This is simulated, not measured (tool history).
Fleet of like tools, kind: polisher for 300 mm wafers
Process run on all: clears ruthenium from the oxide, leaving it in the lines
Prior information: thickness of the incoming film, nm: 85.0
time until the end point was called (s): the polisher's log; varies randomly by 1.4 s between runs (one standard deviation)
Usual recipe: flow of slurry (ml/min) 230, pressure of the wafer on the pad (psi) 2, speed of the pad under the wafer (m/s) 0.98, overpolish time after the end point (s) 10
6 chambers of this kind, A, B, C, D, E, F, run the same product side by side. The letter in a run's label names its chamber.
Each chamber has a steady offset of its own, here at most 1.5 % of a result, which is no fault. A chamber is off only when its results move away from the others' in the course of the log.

run	day	flow of slurry (ml/min)	pressure of the wafer on the pad (psi)	speed of the pad under the wafer (m/s)	overpolish time after the end point (s)	time until the end point was called (s)
# day 0.396: chamber D: slurry nozzle cleaned
# day 0.546: chamber D: head pressure recalibrated
1A	0.571	230	2	0.98	10	91.456
2E	0.958	230	2	0.98	10	87.229
# day 1.354: chamber C: head pressure recalibrated
3C	1.533	230	2	0.98	10	89.579
# day 1.988: chamber C: slurry nozzle cleaned
4D	2.15	230	2	0.98	10	91.344
5B	2.808	230	2	0.98	10	87.822
# day 3.021: chamber D: worn pad replaced by a new one
6F	3.396	230	2	0.98	10	87.435
# day 3.9: chamber A: worn pad replaced by a new one
7F	3.979	230	2	0.98	10	89.4
# day 4.25: chamber B: worn pad replaced by a new one
8D	4.479	230	2	0.98	10	90.362
# day 5.042: chamber F: worn pad replaced by a new one
# day 5.075: chamber E: worn pad replaced by a new one
9A	5.133	230	2	0.98	10	90.524
10B	5.75	230	2	0.98	10	88.101
11C	6.271	230	2	0.98	10	89.39
# day 6.492: chamber F: head pressure recalibrated
12E	6.629	230	2	0.98	10	89.578
13C	7.029	230	2	0.98	10	89.735
14E	7.683	230	2	0.98	12	88.8
15F	8.333	230	2	0.98	12	89.206
# day 8.638: chamber E: head pressure recalibrated
16A	8.675	230	2	0.98	12	86.971
# day 8.904: chamber B: worn pad replaced by a new one
17B	9.154	230	2	0.98	12	88.422
# day 9.396: chamber E: worn pad replaced by a new one
18D	9.496	230	2	0.98	12	87.888
19D	10.092	230	2	0.98	12	89.592
# day 10.288: chamber A: head pressure recalibrated
20A	10.562	230	2	0.98	10	90.85
21F	11.2	230	2	0.98	10	90.115
# day 11.575: chamber D: slurry nozzle cleaned
# day 11.6: chamber A: slurry nozzle cleaned
22E	11.6	230	2	0.98	10	90.833
23B	12.062	230	2	0.98	10	89.292
# day 12.117: chamber C: slurry nozzle cleaned
24C	12.417	230	2.6	0.98	5	72.227
25F	12.771	230	2.6	0.98	5	69.573
26E	13.075	230	2.6	0.98	5	70.725
# day 13.208: chamber D: worn pad replaced by a new one
27A	13.383	230	2.6	0.98	5	67.027
28D	13.908	230	2.6	0.98	5	69.877
# day 13.933: chamber B: worn pad replaced by a new one
# day 14.1: chamber F: worn pad replaced by a new one
29C	14.575	230	2.6	0.98	5	72.075
# day 14.85: chamber E: worn pad replaced by a new one
30B	15.246	230	2	0.98	10	89.286
# day 15.512: chamber A: worn pad replaced by a new one
31D	15.712	230	2	0.98	10	90.93
32B	16.333	230	2	1.3	14	67.259
33E	16.904	230	2	1.3	14	67.319
# day 17.271: chamber D: head pressure recalibrated
34A	17.358	230	2	1.3	14	68.229
35F	17.775	230	2	1.3	14	66.64
36C	18.225	230	2	1.3	14	75.569
# day 18.238: chamber B: worn pad replaced by a new one
# day 18.321: chamber B: slurry nozzle cleaned
37A	18.588	230	2	1.3	14	69.084
38E	19.088	230	2	0.98	10	91.621
39D	19.442	230	2	0.98	10	89.307
40B	19.842	230	2	0.98	10	85.79

Next, every chamber runs the same settings. What will each give?
41A	20.333	230	2	0.98	10	?
41B	20.333	230	2	0.98	10	?
41C	20.333	230	2	0.98	10	?
41D	20.333	230	2	0.98	10	?
41E	20.333	230	2	0.98	10	?
41F	20.333	230	2	0.98	10	?

run	time until the end point was called (s)
41A	87.338
41B	89.265
41C	100.58
41D	90.719
41E	88.516
41F	87.518

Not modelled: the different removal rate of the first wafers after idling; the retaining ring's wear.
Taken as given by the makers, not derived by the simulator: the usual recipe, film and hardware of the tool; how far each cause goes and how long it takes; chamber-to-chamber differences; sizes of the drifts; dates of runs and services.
